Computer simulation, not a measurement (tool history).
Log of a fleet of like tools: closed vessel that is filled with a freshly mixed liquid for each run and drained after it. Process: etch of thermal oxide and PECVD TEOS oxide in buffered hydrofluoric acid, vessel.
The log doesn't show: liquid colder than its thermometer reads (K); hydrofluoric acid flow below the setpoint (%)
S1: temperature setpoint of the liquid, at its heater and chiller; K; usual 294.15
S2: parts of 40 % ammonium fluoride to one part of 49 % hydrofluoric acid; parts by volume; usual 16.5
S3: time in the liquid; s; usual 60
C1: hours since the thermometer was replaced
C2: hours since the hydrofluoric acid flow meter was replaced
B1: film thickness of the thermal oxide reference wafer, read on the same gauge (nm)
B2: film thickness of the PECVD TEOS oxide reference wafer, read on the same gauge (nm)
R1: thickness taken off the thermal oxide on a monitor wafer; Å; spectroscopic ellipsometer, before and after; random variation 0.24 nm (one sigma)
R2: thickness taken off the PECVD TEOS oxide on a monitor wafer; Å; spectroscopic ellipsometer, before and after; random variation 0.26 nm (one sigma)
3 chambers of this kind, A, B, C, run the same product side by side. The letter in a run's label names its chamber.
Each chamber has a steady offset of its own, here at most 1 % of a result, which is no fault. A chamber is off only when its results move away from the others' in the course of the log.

run 1A hour=8.5 | S1=294.15 S2=16.5 S3=60 | C1=332.0 C2=683.3 | B1=100.010 B2=140.00 | R1=355.35 R2=861.75
run 2B hour=13.7 | S1=294.15 S2=16.5 S3=60 | C1=149.7 C2=1400.7 | B1=100.010 B2=139.99 | R1=353.51 R2=856.26
run 3C hour=24.9 | S1=294.15 S2=16.5 S3=60 | C1=520.8 C2=1445.9 | B1=100.020 B2=139.95 | R1=357.84 R2=852.89
run 4C hour=32.3 | S1=294.15 S2=16.5 S3=60 | C1=528.2 C2=1453.3 | B1=100.000 B2=140.00 | R1=358.65 R2=855.98
run 5A hour=40.2 | S1=294.15 S2=16.5 S3=60 | C1=363.7 C2=715.0 | B1=99.977 B2=140.02 | R1=355.63 R2=856.89
run 6B hour=47.6 | S1=294.15 S2=16.5 S3=60 | C1=183.6 C2=1434.6 | B1=100.000 B2=140.00 | R1=355.89 R2=856.27
run 7A hour=58.0 | S1=294.15 S2=16.5 S3=60 | C1=381.5 C2=732.8 | B1=99.984 B2=140.02 | R1=351.41 R2=861.25
run 8C hour=63.1 | S1=294.15 S2=16.5 S3=60 | C1=559.0 C2=1484.1 | B1=100.020 B2=139.99 | R1=356.18 R2=847.44
run 9B hour=70.3 | S1=294.15 S2=16.5 S3=60 | C1=206.3 C2=1457.3 | B1=99.985 B2=139.99 | R1=352.85 R2=854.27
run 10A hour=75.6 | S1=294.15 S2=16.5 S3=60 | C1=399.1 C2=750.4 | B1=100.010 B2=139.97 | R1=354.69 R2=860.67
run 11C hour=84.8 | S1=294.15 S2=16.5 S3=60 | C1=580.7 C2=1505.8 | B1=100.020 B2=139.99 | R1=351.59 R2=850.40
run 12B hour=92.6 | S1=294.15 S2=16.5 S3=30 | C1=228.6 C2=1479.6 | B1=100.020 B2=140.00 | R1=176.53 R2=428.65
run 13A hour=103.1 | S1=294.15 S2=16.5 S3=30 | C1=426.6 C2=777.9 | B1=99.957 B2=140.01 | R1=177.89 R2=428.83
run 14C hour=113.6 | S1=294.15 S2=16.5 S3=30 | C1=609.5 C2=1534.6 | B1=99.967 B2=140.00 | R1=176.99 R2=427.02
run 15B hour=122.9 | S1=294.15 S2=16.5 S3=60 | C1=258.9 C2=1509.9 | B1=99.943 B2=140.00 | R1=357.11 R2=852.10
run 16A hour=132.0 | S1=294.15 S2=16.5 S3=60 | C1=455.5 C2=806.8 | B1=99.989 B2=139.96 | R1=362.09 R2=862.80
run 17B hour=140.6 | S1=294.15 S2=16.5 S3=60 | C1=276.6 C2=1527.6 | B1=100.010 B2=139.95 | R1=360.97 R2=856.00
run 18C hour=148.8 | S1=294.15 S2=16.5 S3=45 | C1=644.7 C2=1569.8 | B1=99.988 B2=140.03 | R1=266.05 R2=638.03
run 19C hour=155.3 | S1=294.15 S2=16.5 S3=45 | C1=651.2 C2=1576.3 | B1=99.979 B2=140.01 | R1=261.87 R2=642.27
run 20A hour=161.8 | S1=294.15 S2=16.5 S3=45 | C1=485.3 C2=836.6 | B1=100.000 B2=140.00 | R1=266.56 R2=640.77
run 21B hour=170.2 | S1=294.15 S2=16.5 S3=60 | C1=306.2 C2=1557.2 | B1=100.030 B2=140.01 | R1=353.12 R2=856.91
run 22A hour=179.5 | S1=294.15 S2=16.5 S3=60 | C1=503.0 C2=854.3 | B1=99.982 B2=140.01 | R1=357.00 R2=857.52
run 23C hour=184.8 | S1=294.15 S2=16.5 S3=60 | C1=680.7 C2=1605.8 | B1=100.020 B2=139.99 | R1=356.55 R2=852.87
run 24B hour=193.9 | S1=294.15 S2=16.5 S3=60 | C1=329.9 C2=1580.9 | B1=100.030 B2=140.00 | R1=360.41 R2=854.25
run 25A hour=200.5 | S1=294.15 S2=16.5 S3=60 | C1=524.0 C2=875.3 | B1=99.993 B2=140.01 | R1=362.10 R2=854.47
run 26B hour=208.0 | S1=294.15 S2=16.5 S3=60 | C1=344.0 C2=1595.0 | B1=99.943 B2=139.96 | R1=354.10 R2=857.67
run 27C hour=214.4 | S1=294.15 S2=16.5 S3=60 | C1=710.3 C2=1635.4 | B1=100.010 B2=139.98 | R1=357.58 R2=851.17
run 28C hour=224.7 | S1=294.15 S2=16.5 S3=60 | C1=720.6 C2=1645.7 | B1=99.988 B2=140.00 | R1=358.02 R2=849.67
run 29A hour=232.7 | S1=294.15 S2=16.5 S3=60 | C1=556.2 C2=907.5 | B1=100.050 B2=139.98 | R1=359.89 R2=863.85
run 30B hour=238.2 | S1=294.15 S2=16.5 S3=60 | C1=374.2 C2=1625.2 | B1=99.940 B2=139.98 | R1=354.64 R2=850.05
run 31C hour=248.7 | S1=294.15 S2=16.5 S3=60 | C1=744.6 C2=1669.7 | B1=100.010 B2=140.01 | R1=356.83 R2=852.81
run 32A hour=258.0 | S1=294.15 S2=16.5 S3=60 | C1=581.5 C2=932.8 | B1=100.020 B2=140.01 | R1=358.47 R2=859.41
run 33B hour=265.5 | S1=294.15 S2=16.5 S3=60 | C1=401.5 C2=1652.5 | B1=100.010 B2=139.99 | R1=354.74 R2=852.30
run 34B hour=271.6 | S1=294.15 S2=16.5 S3=60 | C1=407.6 C2=1658.6 | B1=100.030 B2=140.01 | R1=354.74 R2=853.49
run 35C hour=279.7 | S1=294.15 S2=20.5 S3=85 | C1=775.6 C2=1700.7 | B1=100.010 B2=140.01 | R1=408.83 R2=982.15
run 36A hour=284.5 | S1=294.15 S2=20.5 S3=85 | C1=608.0 C2=959.3 | B1=100.010 B2=140.01 | R1=413.02 R2=990.48
run 37C hour=294.0 | S1=294.15 S2=20.5 S3=85 | C1=789.9 C2=1715.0 | B1=100.000 B2=140.03 | R1=406.00 R2=976.73
run 38A hour=304.1 | S1=294.15 S2=16.5 S3=60 | C1=627.6 C2=978.9 | B1=100.010 B2=139.99 | R1=356.11 R2=859.99
run 39B hour=309.2 | S1=294.15 S2=16.5 S3=30 | C1=445.2 C2=1696.2 | B1=99.965 B2=140.00 | R1=176.70 R2=427.39
run 40B hour=316.1 | S1=294.15 S2=16.5 S3=30 | C1=452.1 C2=1703.1 | B1=100.060 B2=140.02 | R1=177.01 R2=428.35

Next, every chamber runs the same settings. What will each give?
run 41A hour=324.2 | S1=294.15 S2=16.5 S3=60 | R1=? R2=?
run 41B hour=324.2 | S1=294.15 S2=16.5 S3=60 | R1=? R2=?
run 41C hour=324.2 | S1=294.15 S2=16.5 S3=60 | R1=? R2=?

run=41A R1=361.13 R2=861.59
run=41B R1=356.18 R2=858.67
run=41C R1=352.94 R2=848.46
